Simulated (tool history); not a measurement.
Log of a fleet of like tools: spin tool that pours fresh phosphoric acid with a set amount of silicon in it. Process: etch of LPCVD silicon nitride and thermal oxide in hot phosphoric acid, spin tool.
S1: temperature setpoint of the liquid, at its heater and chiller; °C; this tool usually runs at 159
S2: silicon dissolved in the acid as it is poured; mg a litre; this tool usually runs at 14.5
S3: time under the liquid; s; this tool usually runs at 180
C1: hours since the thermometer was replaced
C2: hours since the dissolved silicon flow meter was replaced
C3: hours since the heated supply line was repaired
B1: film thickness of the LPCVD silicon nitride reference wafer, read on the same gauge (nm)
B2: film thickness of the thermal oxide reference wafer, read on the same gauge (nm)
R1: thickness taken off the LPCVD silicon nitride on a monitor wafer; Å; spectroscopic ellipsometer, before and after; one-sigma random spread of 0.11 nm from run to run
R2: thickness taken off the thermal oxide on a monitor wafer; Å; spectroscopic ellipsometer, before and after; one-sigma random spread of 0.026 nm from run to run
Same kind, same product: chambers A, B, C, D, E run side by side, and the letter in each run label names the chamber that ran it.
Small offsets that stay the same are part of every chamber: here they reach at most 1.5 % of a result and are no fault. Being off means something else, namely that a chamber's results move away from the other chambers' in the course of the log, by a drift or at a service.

Run 1E, hour 9.3: usual settings; C1 1405; C2 680.6; C3 1254.9; B1 139.99; B2 110. Result: R1 154.8 Å, R2 3.3974 Å.
Run 2D, hour 20.8: usual settings; C1 164.6; C2 714.2; C3 77.5; B1 140.01; B2 109.97. Result: R1 153.81 Å, R2 3.2998 Å.
Run 3A, hour 30.8: usual settings; C1 286.2; C2 780.5; C3 327; B1 140.03; B2 109.96. Result: R1 155.42 Å, R2 3.1241 Å.
Run 4B, hour 36.4: usual settings; C1 1080.3; C2 94; C3 1091; B1 139.99; B2 109.96. Result: R1 154.44 Å, R2 3.4632 Å.
Run 5C, hour 45.2: usual settings; C1 906.6; C2 474; C3 2016.3; B1 139.98; B2 109.97. Result: R1 152.73 Å, R2 3.6935 Å.
Run 6E, hour 55.4: usual settings but S1 160.5 °C, S2 19.5 mg a litre; C1 1451.1; C2 726.7; C3 1301; B1 140; B2 109.94. Result: R1 160.48 Å, R2 3.3371 Å.
Run 7B, hour 66.7: usual settings but S1 160.5 °C, S2 19.5 mg a litre; C1 1110.6; C2 124.3; C3 1121.3; B1 139.98; B2 110. Result: R1 161.57 Å, R2 2.9614 Å.
Run 8A, hour 75.9: usual settings but S1 160.5 °C, S2 19.5 mg a litre; C1 331.3; C2 825.6; C3 372.1; B1 140; B2 110.01. Result: R1 164.18 Å, R2 3.6053 Å.
Run 9D, hour 86.1: usual settings but S1 160.5 °C, S2 19.5 mg a litre; C1 229.9; C2 779.5; C3 142.8; B1 139.99; B2 110. Result: R1 161.37 Å, R2 3.3231 Å.
Run 10C, hour 92.9: usual settings but S1 160.5 °C, S2 19.5 mg a litre; C1 954.3; C2 521.7; C3 2064; B1 140; B2 109.99. Result: R1 161.77 Å, R2 3.6593 Å.
Run 11C, hour 101.1: usual settings; C1 962.5; C2 529.9; C3 2072.2; B1 139.99; B2 110. Result: R1 153.84 Å, R2 3.3969 Å.
Run 12B, hour 111.1: usual settings; C1 1155; C2 168.7; C3 1165.7; B1 139.97; B2 109.97. Result: R1 155.27 Å, R2 3.1389 Å.
At hour 114.7: chamber C: dissolved silicon flow meter replaced.
Run 13E, hour 120.6: usual settings but S1 156.5 °C; C1 1516.3; C2 791.9; C3 1366.2; B1 139.99; B2 110.03. Result: R1 142.77 Å, R2 2.736 Å.
At hour 122.6: chamber B: heated supply line repaired.
Run 14D, hour 129.4: usual settings but S1 156.5 °C; C1 273.2; C2 822.8; C3 186.1; B1 140.01; B2 110.01. Result: R1 142.32 Å, R2 2.2706 Å.
Run 15A, hour 137.1: usual settings but S1 156.5 °C; C1 392.5; C2 886.8; C3 433.3; B1 139.99; B2 110.03. Result: R1 143.64 Å, R2 2.7242 Å.
Run 16B, hour 144: usual settings but S1 156.5 °C; C1 1187.9; C2 201.6; C3 21.4; B1 140; B2 109.95. Result: R1 141.11 Å, R2 2.6939 Å.
Run 17C, hour 154.3: usual settings but S1 156.5 °C; C1 1015.7; C2 39.6; C3 2125.4; B1 139.98; B2 109.98. Result: R1 141.62 Å, R2 3.0057 Å.
Run 18E, hour 159.3: usual settings but S3 85 s; C1 1555; C2 830.6; C3 1404.9; B1 139.99; B2 109.97. Result: R1 72.668 Å, R2 1.5501 Å.
Run 19D, hour 169.5: usual settings but S3 85 s; C1 313.3; C2 862.9; C3 226.2; B1 140; B2 110.02. Result: R1 72.205 Å, R2 1.609 Å.
Run 20A, hour 179.3: usual settings but S3 85 s; C1 434.7; C2 929; C3 475.5; B1 140; B2 110.04. Result: R1 74.195 Å, R2 1.6185 Å.
At hour 183.1: chamber C: heated supply line repaired.
Run 21D, hour 186.9: usual settings but S3 85 s; C1 330.7; C2 880.3; C3 243.6; B1 139.99; B2 110. Result: R1 72.125 Å, R2 1.4476 Å.
Run 22B, hour 195.4: usual settings but S3 85 s; C1 1239.3; C2 253; C3 72.8; B1 140; B2 110. Result: R1 73.381 Å, R2 1.3643 Å.
Run 23A, hour 201.7: usual settings; C1 457.1; C2 951.4; C3 497.9; B1 140.01; B2 109.98. Result: R1 155.43 Å, R2 3.4802 Å.
Run 24E, hour 210.8: usual settings; C1 1606.5; C2 882.1; C3 1456.4; B1 139.99; B2 110.01. Result: R1 154.93 Å, R2 3.1457 Å.
Run 25C, hour 216.8: usual settings; C1 1078.2; C2 102.1; C3 33.8; B1 140.03; B2 110.06. Result: R1 154.06 Å, R2 3.1608 Å.
Run 26A, hour 224.1: usual settings; C1 479.5; C2 973.8; C3 520.3; B1 140.01; B2 109.99. Result: R1 155.15 Å, R2 3.2117 Å.
Run 27C, hour 231.2: usual settings; C1 1092.6; C2 116.5; C3 48.2; B1 139.99; B2 110.01. Result: R1 155.29 Å, R2 3.1308 Å.
Run 28E, hour 241.4: usual settings; C1 1637.1; C2 912.7; C3 1487; B1 139.98; B2 110.01. Result: R1 154.34 Å, R2 3.3387 Å.
Run 29B, hour 250.5: usual settings; C1 1294.4; C2 308.1; C3 127.9; B1 140; B2 109.98. Result: R1 154.79 Å, R2 3.2163 Å.
Run 30D, hour 257.2: usual settings; C1 401; C2 950.6; C3 313.9; B1 140; B2 109.99. Result: R1 155.34 Å, R2 3.5623 Å.
Run 31B, hour 265.4: usual settings; C1 1309.3; C2 323; C3 142.8; B1 140; B2 109.97. Result: R1 155.43 Å, R2 3.3652 Å.
Run 32A, hour 270.6: usual settings; C1 526; C2 1020.3; C3 566.8; B1 140.01; B2 110.01. Result: R1 156.39 Å, R2 3.571 Å.
Run 33E, hour 275.9: usual settings but S1 156.5 °C; C1 1671.6; C2 947.2; C3 1521.5; B1 139.99; B2 109.99. Result: R1 141.17 Å, R2 2.886 Å.
Run 34D, hour 286.4: usual settings but S1 156.5 °C; C1 430.2; C2 979.8; C3 343.1; B1 140; B2 110.03. Result: R1 140.7 Å, R2 2.8179 Å.
Run 35C, hour 295.5: usual settings but S1 156.5 °C; C1 1156.9; C2 180.8; C3 112.5; B1 140; B2 110. Result: R1 142.77 Å, R2 2.949 Å.
Run 36A, hour 302.8: usual settings but S1 156.5 °C; C1 558.2; C2 1052.5; C3 599; B1 140.02; B2 110.03. Result: R1 142.97 Å, R2 2.604 Å.
Run 37B, hour 312.2: usual settings but S1 156.5 °C; C1 1356.1; C2 369.8; C3 189.6; B1 140.02; B2 110.06. Result: R1 141.26 Å, R2 2.5363 Å.
Run 38C, hour 322.5: usual settings but S2 21.5 mg a litre; C1 1183.9; C2 207.8; C3 139.5; B1 140.01; B2 109.97. Result: R1 155.42 Å, R2 2.9422 Å.

Decide between three cases: one chamber stands off from its peers, the gauge reading all wafers drifts, or nothing is wrong past each chamber's small offset. Where a chamber is off, say which and what most likely put it there.

Nothing is wrong: each chamber keeps only its own small, steady offset and the gauge holds still.

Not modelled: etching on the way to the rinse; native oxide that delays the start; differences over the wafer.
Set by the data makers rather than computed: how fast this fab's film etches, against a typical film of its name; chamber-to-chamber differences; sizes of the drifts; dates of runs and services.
